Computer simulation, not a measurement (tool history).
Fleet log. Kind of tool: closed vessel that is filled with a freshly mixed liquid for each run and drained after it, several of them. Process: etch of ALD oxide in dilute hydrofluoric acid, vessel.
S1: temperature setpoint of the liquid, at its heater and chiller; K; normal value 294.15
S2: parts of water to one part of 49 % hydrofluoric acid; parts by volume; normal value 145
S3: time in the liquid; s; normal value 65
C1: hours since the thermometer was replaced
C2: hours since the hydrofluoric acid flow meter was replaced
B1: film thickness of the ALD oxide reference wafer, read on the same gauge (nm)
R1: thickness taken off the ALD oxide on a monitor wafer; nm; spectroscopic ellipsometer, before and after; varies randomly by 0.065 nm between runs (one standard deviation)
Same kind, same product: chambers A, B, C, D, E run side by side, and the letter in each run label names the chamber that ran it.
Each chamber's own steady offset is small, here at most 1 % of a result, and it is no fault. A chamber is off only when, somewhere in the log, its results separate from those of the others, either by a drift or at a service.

Run 1C, hour 3.6: usual settings; C1 1399.6; C2 1432.2; B1 50.003. Result: R1 8.827 nm.
Run 2B, hour 8.5: usual settings; C1 448.2; C2 1067.5; B1 50.039. Result: R1 8.8153 nm.
Run 3E, hour 13.7: usual settings; C1 27.8; C2 714.1; B1 49.976. Result: R1 8.8947 nm.
Run 4A, hour 19.3: usual settings; C1 830.4; C2 357.4; B1 50.002. Result: R1 8.7912 nm.
Run 5D, hour 21.9: usual settings but S2 80 parts by volume, S3 55 s; C1 1090.4; C2 1483.3; B1 50.004. Result: R1 14.481 nm.
Run 6D, hour 27.5: usual settings but S2 80 parts by volume, S3 55 s; C1 1096; C2 1488.9; B1 50.019. Result: R1 14.316 nm.
Run 7E, hour 30.5: usual settings but S2 80 parts by volume, S3 55 s; C1 44.6; C2 730.9; B1 50.015. Result: R1 14.751 nm.
Run 8B, hour 34: usual settings but S2 80 parts by volume, S3 55 s; C1 473.7; C2 1093; B1 49.983. Result: R1 14.774 nm.
Run 9A, hour 36.6: usual settings but S2 80 parts by volume, S3 55 s; C1 847.7; C2 374.7; B1 50.002. Result: R1 14.485 nm.
At hour 37: chamber A: thermometer replaced.
Run 10C, hour 40.4: usual settings; C1 1436.4; C2 1469; B1 50.032. Result: R1 8.7175 nm.
Run 11C, hour 43.2: usual settings but S1 291.65 K; C1 1439.2; C2 1471.8; B1 50.041. Result: R1 7.9331 nm.
Run 12D, hour 48.2: usual settings but S1 291.65 K; C1 1116.7; C2 1509.6; B1 49.967. Result: R1 7.8939 nm.
Run 13A, hour 50.8: usual settings but S1 291.65 K; C1 13.8; C2 388.9; B1 49.996. Result: R1 8.0366 nm.
Run 14E, hour 56.3: usual settings but S1 291.65 K; C1 70.4; C2 756.7; B1 50.027. Result: R1 8.1015 nm.
Run 15B, hour 61.1: usual settings but S1 291.65 K; C1 500.8; C2 1120.1; B1 49.998. Result: R1 7.9465 nm.
Run 16C, hour 64.2: usual settings but S2 80 parts by volume; C1 1460.2; C2 1492.8; B1 50.012. Result: R1 17.162 nm.
Run 17D, hour 68.3: usual settings but S2 80 parts by volume; C1 1136.8; C2 1529.7; B1 49.953. Result: R1 16.84 nm.
Run 18E, hour 72.4: usual settings but S2 80 parts by volume; C1 86.5; C2 772.8; B1 49.993. Result: R1 17.485 nm.
Run 19B, hour 75.6: usual settings but S2 80 parts by volume; C1 515.3; C2 1134.6; B1 50.003. Result: R1 17.173 nm.
Run 20A, hour 79.2: usual settings but S2 80 parts by volume; C1 42.2; C2 417.3; B1 49.999. Result: R1 17.135 nm.
Run 21C, hour 82.3: usual settings; C1 1478.3; C2 1510.9; B1 50.023. Result: R1 8.8622 nm.
Run 22E, hour 87.8: usual settings but S1 290.65 K; C1 101.9; C2 788.2; B1 49.976. Result: R1 7.819 nm.
Run 23D, hour 91.3: usual settings but S1 290.65 K; C1 1159.8; C2 1552.7; B1 50.001. Result: R1 7.5788 nm.
Run 24A, hour 94.8: usual settings but S1 290.65 K; C1 57.8; C2 432.9; B1 50.048. Result: R1 7.6942 nm.
Run 25B, hour 98.5: usual settings but S1 290.65 K; C1 538.2; C2 1157.5; B1 50.013. Result: R1 7.6659 nm.
Run 26D, hour 101.2: usual settings but S1 290.65 K; C1 1169.7; C2 1562.6; B1 50.04. Result: R1 7.6429 nm.
Run 27C, hour 106.1: usual settings; C1 1502.1; C2 1534.7; B1 49.969. Result: R1 8.7846 nm.
Run 28A, hour 108.8: usual settings; C1 71.8; C2 446.9; B1 49.992. Result: R1 8.9291 nm.
Run 29B, hour 112.6: usual settings but S1 292.15 K; C1 552.3; C2 1171.6; B1 49.969. Result: R1 8.0706 nm.
Run 30E, hour 116.8: usual settings but S1 292.15 K; C1 130.9; C2 817.2; B1 49.97. Result: R1 8.4375 nm.
Run 31E, hour 122.3: usual settings but S1 292.15 K; C1 136.4; C2 822.7; B1 50.021. Result: R1 8.5357 nm.
Run 32B, hour 125.9: usual settings but S1 292.15 K; C1 565.6; C2 1184.9; B1 50.038. Result: R1 8.0276 nm.
Run 33C, hour 130.8: usual settings but S1 292.15 K; C1 1526.8; C2 1559.4; B1 50.023. Result: R1 8.2373 nm.
Run 34D, hour 135.3: usual settings; C1 1203.8; C2 1596.7; B1 49.984. Result: R1 8.8237 nm.

What goes on in this fleet: one chamber off, a drifting gauge, or nothing beyond the chambers' own small offsets? Name the chamber and the cause, if any.

Chamber E drifts away from the others.
Cause: hydrofluoric acid flow above the setpoint (%) = 5.02.
With only this log, it may be confused with: liquid hotter than its thermometer reads (K).

Chamber E could run next with any of the 4 candidate recipes listed below; each alters the usual settings, and their results appear as question marks. Which one brings its results back in line with what the other chambers deliver on the usual settings?
A result is in line if it is within this distance of the other chambers' mean on the usual settings: R1 0.23 nm
Run 35E-1, hour 139.4: usual settings but S1 295.65 K. Result: R1 ?.
Run 35E-2, hour 139.4: usual settings but S1 294.65 K. Result: R1 ?.
Run 35E-3, hour 139.4: usual settings but S1 293.65 K. Result: R1 ?.
Run 35E-4, hour 139.4: usual settings but S1 292.65 K. Result: R1 ?.

The mean the other chambers reach with the usual settings: R1 8.8259 nm
  run      R1
35E-1  9.9151
35E-2  9.5291
35E-3  9.1509
35E-4  8.7877
The right change is 35E-4: it brings the chamber back within the allowed miss of the others.
